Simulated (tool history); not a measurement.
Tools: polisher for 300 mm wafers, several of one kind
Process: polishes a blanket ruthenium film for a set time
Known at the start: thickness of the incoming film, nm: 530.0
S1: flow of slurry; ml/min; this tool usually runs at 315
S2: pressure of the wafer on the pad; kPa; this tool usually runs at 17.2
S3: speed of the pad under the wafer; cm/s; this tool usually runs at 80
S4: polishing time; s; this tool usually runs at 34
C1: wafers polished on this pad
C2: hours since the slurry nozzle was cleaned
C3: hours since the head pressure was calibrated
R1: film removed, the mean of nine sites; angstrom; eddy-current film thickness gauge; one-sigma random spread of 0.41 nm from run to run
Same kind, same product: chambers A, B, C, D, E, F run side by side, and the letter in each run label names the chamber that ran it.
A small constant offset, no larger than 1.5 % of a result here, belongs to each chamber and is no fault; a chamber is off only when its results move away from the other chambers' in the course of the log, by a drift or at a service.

At day 0.321: chamber D: worn pad replaced by a new one.
Run 1F, day 0.554: usual settings; C1 719; C2 82.8; C3 629.8. Result: R1 452.72 angstrom.
Run 2C, day 0.854: usual settings; C1 987; C2 536.4; C3 833.3. Result: R1 448.04 angstrom.
At day 0.862: chamber A: worn pad replaced by a new one.
At day 1.221: chamber B: worn pad replaced by a new one.
Run 3A, day 1.333: usual settings; C1 165; C2 178.6; C3 315.9. Result: R1 459.77 angstrom.
At day 1.633: chamber C: worn pad replaced by a new one.
Run 4D, day 1.708: usual settings; C1 487; C2 213.4; C3 1224.2. Result: R1 448.26 angstrom.
At day 1.738: chamber E: head pressure recalibrated.
Run 5E, day 2.042: usual settings; C1 1078; C2 519.6; C3 7.3. Result: R1 446.38 angstrom.
At day 2.396: chamber E: worn pad replaced by a new one.
Run 6B, day 2.471: usual settings but S2 11.7 kPa; C1 440; C2 374.4; C3 297.4. Result: R1 307.04 angstrom.
Run 7D, day 2.850: usual settings but S2 11.7 kPa; C1 888; C2 240.8; C3 1251.6. Result: R1 302.89 angstrom.
Run 8F, day 3.329: usual settings but S2 11.7 kPa; C1 1693; C2 149.4; C3 696.4. Result: R1 302.29 angstrom.
At day 3.425: chamber B: slurry nozzle cleaned.
Run 9E, day 3.829: usual settings but S2 11.7 kPa; C1 504; C2 562.5; C3 50.2. Result: R1 303.28 angstrom.
At day 4.054: chamber B: worn pad replaced by a new one.
At day 4.062: chamber D: head pressure recalibrated.
Run 10B, day 4.088: usual settings but S2 11.7 kPa; C1 11; C2 15.9; C3 336.2. Result: R1 305.82 angstrom.
At day 4.146: chamber D: worn pad replaced by a new one.
At day 4.633: chamber F: slurry nozzle cleaned.
Run 11A, day 4.646: usual settings but S2 11.7 kPa; C1 1328; C2 258.1; C3 395.4. Result: R1 314.93 angstrom.
Run 12C, day 4.988: usual settings but S4 41 s; C1 1179; C2 635.6; C3 932.5. Result: R1 546.18 angstrom.
At day 5.100: chamber C: worn pad replaced by a new one.
Run 13F, day 5.542: usual settings but S4 41 s; C1 2470; C2 21.8; C3 749.5. Result: R1 543.28 angstrom.
At day 5.638: chamber A: worn pad replaced by a new one.
At day 5.750: chamber E: worn pad replaced by a new one.
Run 14A, day 5.788: usual settings but S4 41 s; C1 53; C2 285.5; C3 422.8. Result: R1 550.30 angstrom.
Run 15D, day 6.150: usual settings but S4 41 s; C1 704; C2 320.0; C3 50.1. Result: R1 544.65 angstrom.
Run 16C, day 6.708: usual settings but S4 41 s; C1 565; C2 676.9; C3 973.8. Result: R1 536.59 angstrom.
At day 7.021: chamber B: worn pad replaced by a new one.
Run 17E, day 7.075: usual settings but S4 41 s; C1 466; C2 640.4; C3 128.1. Result: R1 542.58 angstrom.
Run 18B, day 7.508: usual settings; C1 171; C2 98.0; C3 418.3. Result: R1 440.48 angstrom.
At day 7.767: chamber D: worn pad replaced by a new one.
Run 19C, day 7.950: usual settings; C1 1001; C2 706.7; C3 1003.6. Result: R1 444.42 angstrom.
At day 8.279: chamber A: head pressure recalibrated.
Run 20F, day 8.396: usual settings; C1 3472; C2 90.3; C3 818.0. Result: R1 440.10 angstrom.
At day 8.504: chamber C: worn pad replaced by a new one.
At day 8.662: chamber E: worn pad replaced by a new one.
At day 8.688: chamber C: head pressure recalibrated.
Run 21A, day 8.775: usual settings but S2 13.1 kPa, S4 29 s; C1 1102; C2 357.2; C3 12.0. Result: R1 296.91 angstrom.
Run 22B, day 9.079: usual settings but S2 13.1 kPa, S4 29 s; C1 723; C2 135.7; C3 456.0. Result: R1 291.25 angstrom.
At day 9.396: chamber E: slurry nozzle cleaned.
Run 23E, day 9.508: usual settings but S2 13.1 kPa, S4 29 s; C1 297; C2 2.7; C3 186.5. Result: R1 296.93 angstrom.
At day 9.721: chamber A: worn pad replaced by a new one.
Run 24D, day 9.871: usual settings but S2 13.1 kPa, S4 29 s; C1 739; C2 409.3; C3 139.4. Result: R1 286.55 angstrom.
Run 25C, day 10.196: usual settings but S2 13.1 kPa, S4 29 s; C1 594; C2 760.6; C3 36.3. Result: R1 290.55 angstrom.
At day 10.267: chamber B: worn pad replaced by a new one.
At day 10.512: chamber C: slurry nozzle cleaned.
Run 26B, day 10.679: usual settings but S2 13.1 kPa, S4 29 s; C1 145; C2 174.1; C3 494.4. Result: R1 289.54 angstrom.
Run 27E, day 11.083: usual settings; C1 850; C2 40.5; C3 224.3. Result: R1 442.97 angstrom.
At day 11.133: chamber D: worn pad replaced by a new one.
At day 11.508: chamber C: worn pad replaced by a new one.
Run 28F, day 11.517: usual settings; C1 4568; C2 165.2; C3 892.9. Result: R1 431.29 angstrom.
Run 29D, day 11.804: usual settings but S1 365 ml/min, S3 88 cm/s; C1 236; C2 455.7; C3 185.8. Result: R1 500.33 angstrom.
At day 12.212: chamber E: worn pad replaced by a new one.
At day 12.267: chamber F: slurry nozzle cleaned.
Run 30A, day 12.296: usual settings but S1 365 ml/min, S3 88 cm/s; C1 905; C2 441.7; C3 96.5. Result: R1 518.28 angstrom.
Run 31D, day 12.779: usual settings but S1 365 ml/min, S3 88 cm/s; C1 578; C2 479.1; C3 209.2. Result: R1 512.17 angstrom.
Run 32F, day 13.029: usual settings but S1 365 ml/min, S3 88 cm/s; C1 5099; C2 18.3; C3 929.2. Result: R1 474.15 angstrom.
Run 33A, day 13.521: usual settings but S1 365 ml/min, S3 88 cm/s; C1 1335; C2 471.1; C3 125.9. Result: R1 514.67 angstrom.
Run 34C, day 13.804: usual settings but S1 365 ml/min, S3 88 cm/s; C1 807; C2 79.1; C3 122.9. Result: R1 506.87 angstrom.
At day 14.046: chamber B: worn pad replaced by a new one.
Run 35B, day 14.296: usual settings; C1 88; C2 260.9; C3 581.2. Result: R1 446.92 angstrom.
At day 14.608: chamber A: worn pad replaced by a new one.
Run 36E, day 14.683: usual settings; C1 867; C2 126.9; C3 310.7. Result: R1 451.27 angstrom.
At day 14.758: chamber D: worn pad replaced by a new one.
Run 37C, day 15.096: usual settings; C1 1260; C2 110.1; C3 153.9. Result: R1 451.92 angstrom.
Run 38A, day 15.446: usual settings; C1 295; C2 517.3; C3 172.1. Result: R1 459.09 angstrom.
Run 39D, day 15.917: usual settings; C1 407; C2 554.4; C3 284.5. Result: R1 444.96 angstrom.
Run 40F, day 16.233: usual settings; C1 6224; C2 95.2; C3 1006.1. Result: R1 403.79 angstrom.
Run 41B, day 16.638: usual settings; C1 910; C2 317.1; C3 637.4. Result: R1 452.00 angstrom.

The same settings go to every chamber for the next run, one line per chamber below. Forecast the results for each:
Run 42A, day 17.042: usual settings. Result: R1 ?.
Run 42B, day 17.042: usual settings. Result: R1 ?.
Run 42C, day 17.042: usual settings. Result: R1 ?.
Run 42D, day 17.042: usual settings. Result: R1 ?.
Run 42E, day 17.042: usual settings. Result: R1 ?.
Run 42F, day 17.042: usual settings. Result: R1 ?.

run      R1
42A  451.85
42B  447.85
42C  444.90
42D  450.28
42E  447.08
42F  407.59
